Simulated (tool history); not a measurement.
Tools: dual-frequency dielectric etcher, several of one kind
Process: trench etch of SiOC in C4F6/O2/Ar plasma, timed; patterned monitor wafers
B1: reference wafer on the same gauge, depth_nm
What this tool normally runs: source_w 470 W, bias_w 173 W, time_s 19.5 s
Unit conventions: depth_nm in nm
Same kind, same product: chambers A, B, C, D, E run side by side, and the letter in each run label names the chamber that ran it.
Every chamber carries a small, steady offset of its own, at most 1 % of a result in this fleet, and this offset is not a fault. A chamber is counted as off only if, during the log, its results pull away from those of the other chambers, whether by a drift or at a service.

{"run": "1B", "hour": 12.4, "source_w": 470, "bias_w": 173, "time_s": 19.5, "B1": 48.91, "depth_nm": 42.292}
{"run": "2C", "hour": 23.0, "source_w": 470, "bias_w": 173, "time_s": 19.5, "B1": 48.876, "depth_nm": 42.738}
{"run": "3A", "hour": 36.8, "source_w": 470, "bias_w": 173, "time_s": 19.5, "B1": 48.9, "depth_nm": 42.618}
{"run": "4E", "hour": 51.8, "source_w": 470, "bias_w": 173, "time_s": 19.5, "B1": 48.892, "depth_nm": 42.36}
{"run": "5D", "hour": 58.9, "source_w": 470, "bias_w": 173, "time_s": 19.5, "B1": 48.913, "depth_nm": 42.465}
{"run": "6B", "hour": 68.0, "source_w": 470, "bias_w": 173, "time_s": 19.5, "B1": 48.93, "depth_nm": 42.568}
{"run": "7A", "hour": 75.5, "source_w": 470, "bias_w": 173, "time_s": 19.5, "B1": 48.879, "depth_nm": 42.441}
{"run": "8E", "hour": 89.0, "source_w": 470, "bias_w": 173, "time_s": 19.5, "B1": 48.94, "depth_nm": 42.403}
{"run": "9C", "hour": 99.1, "source_w": 360, "bias_w": 195, "time_s": 19.5, "B1": 48.89, "depth_nm": 39.924}
{"hour": 104.6, "done": "chamber C: wet clean of the chamber"}
{"run": "10D", "hour": 106.9, "source_w": 360, "bias_w": 195, "time_s": 19.5, "B1": 48.881, "depth_nm": 39.579}
{"run": "11B", "hour": 121.5, "source_w": 360, "bias_w": 195, "time_s": 19.5, "B1": 48.915, "depth_nm": 39.956}
{"run": "12D", "hour": 133.5, "source_w": 360, "bias_w": 195, "time_s": 19.5, "B1": 48.889, "depth_nm": 39.6}
{"hour": 135.9, "done": "chamber E: wet clean of the chamber"}
{"run": "13E", "hour": 141.2, "source_w": 360, "bias_w": 195, "time_s": 19.5, "B1": 48.887, "depth_nm": 39.601}
{"run": "14C", "hour": 148.8, "source_w": 470, "bias_w": 173, "time_s": 19.5, "B1": 48.896, "depth_nm": 42.82}
{"run": "15A", "hour": 161.3, "source_w": 470, "bias_w": 173, "time_s": 19.5, "B1": 48.882, "depth_nm": 42.446}
{"run": "16D", "hour": 171.6, "source_w": 470, "bias_w": 173, "time_s": 19.5, "B1": 48.896, "depth_nm": 42.319}
{"hour": 180.5, "done": "chamber A: wet clean of the chamber"}
{"run": "17E", "hour": 182.8, "source_w": 470, "bias_w": 173, "time_s": 19.5, "B1": 48.941, "depth_nm": 42.447}
{"run": "18A", "hour": 192.1, "source_w": 470, "bias_w": 173, "time_s": 19.5, "B1": 48.906, "depth_nm": 41.268}
{"run": "19C", "hour": 199.4, "source_w": 470, "bias_w": 173, "time_s": 19.5, "B1": 48.895, "depth_nm": 42.889}
{"run": "20B", "hour": 208.8, "source_w": 470, "bias_w": 173, "time_s": 19.5, "B1": 48.917, "depth_nm": 42.442}
{"run": "21B", "hour": 222.9, "source_w": 470, "bias_w": 173, "time_s": 19.5, "B1": 48.925, "depth_nm": 42.521}
{"run": "22C", "hour": 234.6, "source_w": 470, "bias_w": 173, "time_s": 19.5, "B1": 48.89, "depth_nm": 42.943}
{"hour": 236.7, "done": "chamber D: wet clean of the chamber"}
{"run": "23D", "hour": 247.4, "source_w": 470, "bias_w": 173, "time_s": 19.5, "B1": 48.925, "depth_nm": 42.474}
{"run": "24E", "hour": 259.7, "source_w": 470, "bias_w": 173, "time_s": 19.5, "B1": 48.913, "depth_nm": 42.412}
{"run": "25A", "hour": 268.4, "source_w": 470, "bias_w": 173, "time_s": 19.5, "B1": 48.888, "depth_nm": 41.361}
{"run": "26B", "hour": 276.7, "source_w": 470, "bias_w": 173, "time_s": 19.5, "B1": 48.887, "depth_nm": 42.494}
{"run": "27D", "hour": 290.4, "source_w": 470, "bias_w": 173, "time_s": 19.5, "B1": 48.899, "depth_nm": 42.237}
{"run": "28A", "hour": 298.5, "source_w": 470, "bias_w": 173, "time_s": 19.5, "B1": 48.919, "depth_nm": 41.318}
{"run": "29E", "hour": 311.7, "source_w": 470, "bias_w": 173, "time_s": 19.5, "B1": 48.924, "depth_nm": 42.453}
{"run": "30C", "hour": 324.1, "source_w": 470, "bias_w": 173, "time_s": 19.5, "B1": 48.899, "depth_nm": 42.647}

Does one chamber stand apart from the rest, does the shared gauge drift, or is all well apart from small per-chamber offsets? Give the chamber and the most likely cause, where there is one.

The work done on chamber A during a service left it standing apart from the others.
What lies behind it: etch rate under this chamber's usual, % = 3.23.

Below are 4 candidate recipes for chamber A's next run, each the usual settings with a change, their results shown as question marks. Which of them brings A's results back in line with what the other chambers give on the usual settings?
In-line tolerance around the mean of the other chambers on the usual settings: depth_nm 0.43 nm
{"run": "31A-1", "hour": 335.2, "source_w": 470, "bias_w": 174, "time_s": 20, "depth_nm": "?"}
{"run": "31A-2", "hour": 335.2, "source_w": 540, "bias_w": 173, "time_s": 19.5, "depth_nm": "?"}
{"run": "31A-3", "hour": 335.2, "source_w": 470, "bias_w": 156, "time_s": 19.5, "depth_nm": "?"}
{"run": "31A-4", "hour": 335.2, "source_w": 410, "bias_w": 173, "time_s": 19.5, "depth_nm": "?"}

Other chambers, usual settings, mean: depth_nm 42.447 nm
run=31A-1 depth_nm=42.318
run=31A-2 depth_nm=43.497
run=31A-3 depth_nm=39.909
run=31A-4 depth_nm=39.039
Change 31A-1 lands the chamber within the allowed miss of the other chambers.
